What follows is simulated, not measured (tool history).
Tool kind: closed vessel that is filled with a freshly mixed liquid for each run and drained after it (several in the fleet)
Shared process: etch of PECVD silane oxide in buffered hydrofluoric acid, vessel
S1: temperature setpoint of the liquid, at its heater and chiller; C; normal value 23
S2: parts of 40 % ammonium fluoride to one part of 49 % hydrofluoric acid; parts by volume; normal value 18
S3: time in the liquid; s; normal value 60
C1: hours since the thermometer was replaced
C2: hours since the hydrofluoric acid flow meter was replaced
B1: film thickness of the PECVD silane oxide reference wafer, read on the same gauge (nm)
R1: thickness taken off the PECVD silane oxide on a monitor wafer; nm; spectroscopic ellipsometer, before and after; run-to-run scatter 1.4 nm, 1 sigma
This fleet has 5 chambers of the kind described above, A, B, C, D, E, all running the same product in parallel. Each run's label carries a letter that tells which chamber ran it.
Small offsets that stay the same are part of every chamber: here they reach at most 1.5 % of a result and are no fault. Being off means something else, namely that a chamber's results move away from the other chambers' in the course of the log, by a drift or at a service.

{"run": "1D", "hour": 10.9, "S1": 23, "S2": 18, "S3": 60, "C1": 1147.6, "C2": 318.8, "B1": 150, "R1": 163.61}
{"run": "2C", "hour": 18.0, "S1": 23, "S2": 18, "S3": 60, "C1": 30.8, "C2": 221.3, "B1": 150.03, "R1": 165.09}
{"run": "3E", "hour": 25.8, "S1": 23, "S2": 18, "S3": 60, "C1": 1526.5, "C2": 214.8, "B1": 150.02, "R1": 159.77}
{"run": "4A", "hour": 37.5, "S1": 23, "S2": 18, "S3": 60, "C1": 820.3, "C2": 188.4, "B1": 150, "R1": 163.21}
{"run": "5B", "hour": 48.1, "S1": 23, "S2": 18, "S3": 75, "C1": 112.2, "C2": 554.7, "B1": 150, "R1": 201.97}
{"hour": 56.9, "done": "chamber D: thermometer replaced"}
{"run": "6B", "hour": 61.3, "S1": 23, "S2": 18, "S3": 75, "C1": 125.4, "C2": 567.9, "B1": 149.96, "R1": 201.33}
{"run": "7A", "hour": 75.3, "S1": 23, "S2": 18, "S3": 75, "C1": 858.1, "C2": 226.2, "B1": 150.03, "R1": 199.27}
{"run": "8E", "hour": 87.5, "S1": 23, "S2": 18, "S3": 75, "C1": 1588.2, "C2": 276.5, "B1": 150.01, "R1": 201.34}
{"run": "9C", "hour": 100.9, "S1": 23, "S2": 18, "S3": 75, "C1": 113.7, "C2": 304.2, "B1": 150.05, "R1": 201.93}
{"run": "10D", "hour": 112.5, "S1": 23, "S2": 18, "S3": 60, "C1": 55.7, "C2": 420.4, "B1": 150, "R1": 162.54}
{"hour": 112.7, "done": "chamber E: thermometer replaced"}
{"run": "11A", "hour": 121.3, "S1": 23, "S2": 18, "S3": 35, "C1": 904.1, "C2": 272.2, "B1": 150.02, "R1": 94.013}
{"run": "12C", "hour": 136.5, "S1": 23, "S2": 18, "S3": 35, "C1": 149.3, "C2": 339.8, "B1": 150.02, "R1": 95.031}
{"run": "13E", "hour": 151.7, "S1": 23, "S2": 18, "S3": 35, "C1": 39.1, "C2": 340.7, "B1": 149.98, "R1": 95.124}
{"run": "14D", "hour": 167.3, "S1": 23, "S2": 18, "S3": 35, "C1": 110.5, "C2": 475.2, "B1": 149.97, "R1": 96.002}
{"run": "15B", "hour": 176.2, "S1": 23, "S2": 18, "S3": 35, "C1": 240.3, "C2": 682.8, "B1": 150.02, "R1": 94.653}
{"run": "16E", "hour": 186.9, "S1": 23, "S2": 18, "S3": 75, "C1": 74.3, "C2": 375.9, "B1": 150.01, "R1": 201.14}
{"run": "17B", "hour": 197.5, "S1": 23, "S2": 18, "S3": 75, "C1": 261.6, "C2": 704.1, "B1": 150.01, "R1": 203.62}
{"run": "18D", "hour": 208.0, "S1": 23, "S2": 18, "S3": 75, "C1": 151.2, "C2": 515.9, "B1": 150.01, "R1": 206.85}
{"run": "19C", "hour": 218.8, "S1": 23, "S2": 18, "S3": 75, "C1": 231.6, "C2": 422.1, "B1": 149.98, "R1": 202.33}
{"run": "20A", "hour": 230.5, "S1": 23, "S2": 18, "S3": 75, "C1": 1013.3, "C2": 381.4, "B1": 150.01, "R1": 198.36}
{"run": "21E", "hour": 241.7, "S1": 23, "S2": 18, "S3": 40, "C1": 129.1, "C2": 430.7, "B1": 150, "R1": 108.6}
{"run": "22D", "hour": 252.2, "S1": 23, "S2": 18, "S3": 40, "C1": 195.4, "C2": 560.1, "B1": 150.01, "R1": 110.09}
{"run": "23C", "hour": 266.6, "S1": 23, "S2": 18, "S3": 40, "C1": 279.4, "C2": 469.9, "B1": 150.01, "R1": 107.88}
{"run": "24A", "hour": 278.8, "S1": 23, "S2": 18, "S3": 40, "C1": 1061.6, "C2": 429.7, "B1": 149.99, "R1": 107.69}
{"run": "25B", "hour": 286.3, "S1": 23, "S2": 18, "S3": 40, "C1": 350.4, "C2": 792.9, "B1": 150, "R1": 108.64}
{"run": "26C", "hour": 298.7, "S1": 23, "S2": 18, "S3": 60, "C1": 311.5, "C2": 502, "B1": 150.04, "R1": 162.97}
{"run": "27B", "hour": 307.7, "S1": 23, "S2": 18, "S3": 60, "C1": 371.8, "C2": 814.3, "B1": 150, "R1": 164.53}
{"run": "28E", "hour": 319.6, "S1": 23, "S2": 18, "S3": 30, "C1": 207, "C2": 508.6, "B1": 150.01, "R1": 80.451}
{"run": "29D", "hour": 328.4, "S1": 23, "S2": 18, "S3": 30, "C1": 271.6, "C2": 636.3, "B1": 150.02, "R1": 82.189}
{"run": "30A", "hour": 338.3, "S1": 23, "S2": 18, "S3": 30, "C1": 1121.1, "C2": 489.2, "B1": 150, "R1": 79.978}
{"run": "31E", "hour": 347.7, "S1": 23, "S2": 18, "S3": 30, "C1": 235.1, "C2": 536.7, "B1": 150.04, "R1": 81.742}
{"run": "32D", "hour": 358.1, "S1": 23, "S2": 18, "S3": 30, "C1": 301.3, "C2": 666, "B1": 150.01, "R1": 80.755}
{"run": "33B", "hour": 367.2, "S1": 23, "S2": 18, "S3": 60, "C1": 431.3, "C2": 873.8, "B1": 149.98, "R1": 159.93}
{"run": "34C", "hour": 380.4, "S1": 23, "S2": 18, "S3": 60, "C1": 393.2, "C2": 583.7, "B1": 150, "R1": 162.78}
{"run": "35A", "hour": 390.9, "S1": 23, "S2": 18, "S3": 60, "C1": 1173.7, "C2": 541.8, "B1": 149.95, "R1": 159.75}
{"run": "36D", "hour": 401.2, "S1": 23, "S2": 15, "S3": 30, "C1": 344.4, "C2": 709.1, "B1": 149.99, "R1": 97.534}
{"run": "37E", "hour": 410.6, "S1": 23, "S2": 15, "S3": 30, "C1": 298, "C2": 599.6, "B1": 149.97, "R1": 96.582}
{"run": "38C", "hour": 425.5, "S1": 23, "S2": 15, "S3": 30, "C1": 438.3, "C2": 628.8, "B1": 149.97, "R1": 95.464}
{"run": "39A", "hour": 439.9, "S1": 23, "S2": 15, "S3": 30, "C1": 1222.7, "C2": 590.8, "B1": 149.98, "R1": 97.629}
{"run": "40B", "hour": 451.6, "S1": 23, "S2": 15, "S3": 30, "C1": 515.7, "C2": 958.2, "B1": 150, "R1": 98.146}
{"run": "41D", "hour": 463.0, "S1": 23, "S2": 12.5, "S3": 50, "C1": 406.2, "C2": 770.9, "B1": 150.02, "R1": 194.63}
{"run": "42E", "hour": 478.5, "S1": 23, "S2": 12.5, "S3": 50, "C1": 365.9, "C2": 667.5, "B1": 150, "R1": 192.2}
{"hour": 484.4, "done": "chamber B: hydrofluoric acid flow meter replaced"}
{"run": "43B", "hour": 489.7, "S1": 23, "S2": 12.5, "S3": 50, "C1": 553.8, "C2": 5.4, "B1": 150.02, "R1": 198.67}

The same settings go to every chamber for the next run, one line per chamber below. Forecast the results for each:
{"run": "44A", "hour": 501.0, "S1": 23, "S2": 18, "S3": 70, "R1": "?"}
{"run": "44B", "hour": 501.0, "S1": 23, "S2": 18, "S3": 70, "R1": "?"}
{"run": "44C", "hour": 501.0, "S1": 23, "S2": 18, "S3": 70, "R1": "?"}
{"run": "44D", "hour": 501.0, "S1": 23, "S2": 18, "S3": 70, "R1": "?"}
{"run": "44E", "hour": 501.0, "S1": 23, "S2": 18, "S3": 70, "R1": "?"}

run=44A R1=186.65
run=44B R1=190.52
run=44C R1=186.39
run=44D R1=189.1
run=44E R1=189.62
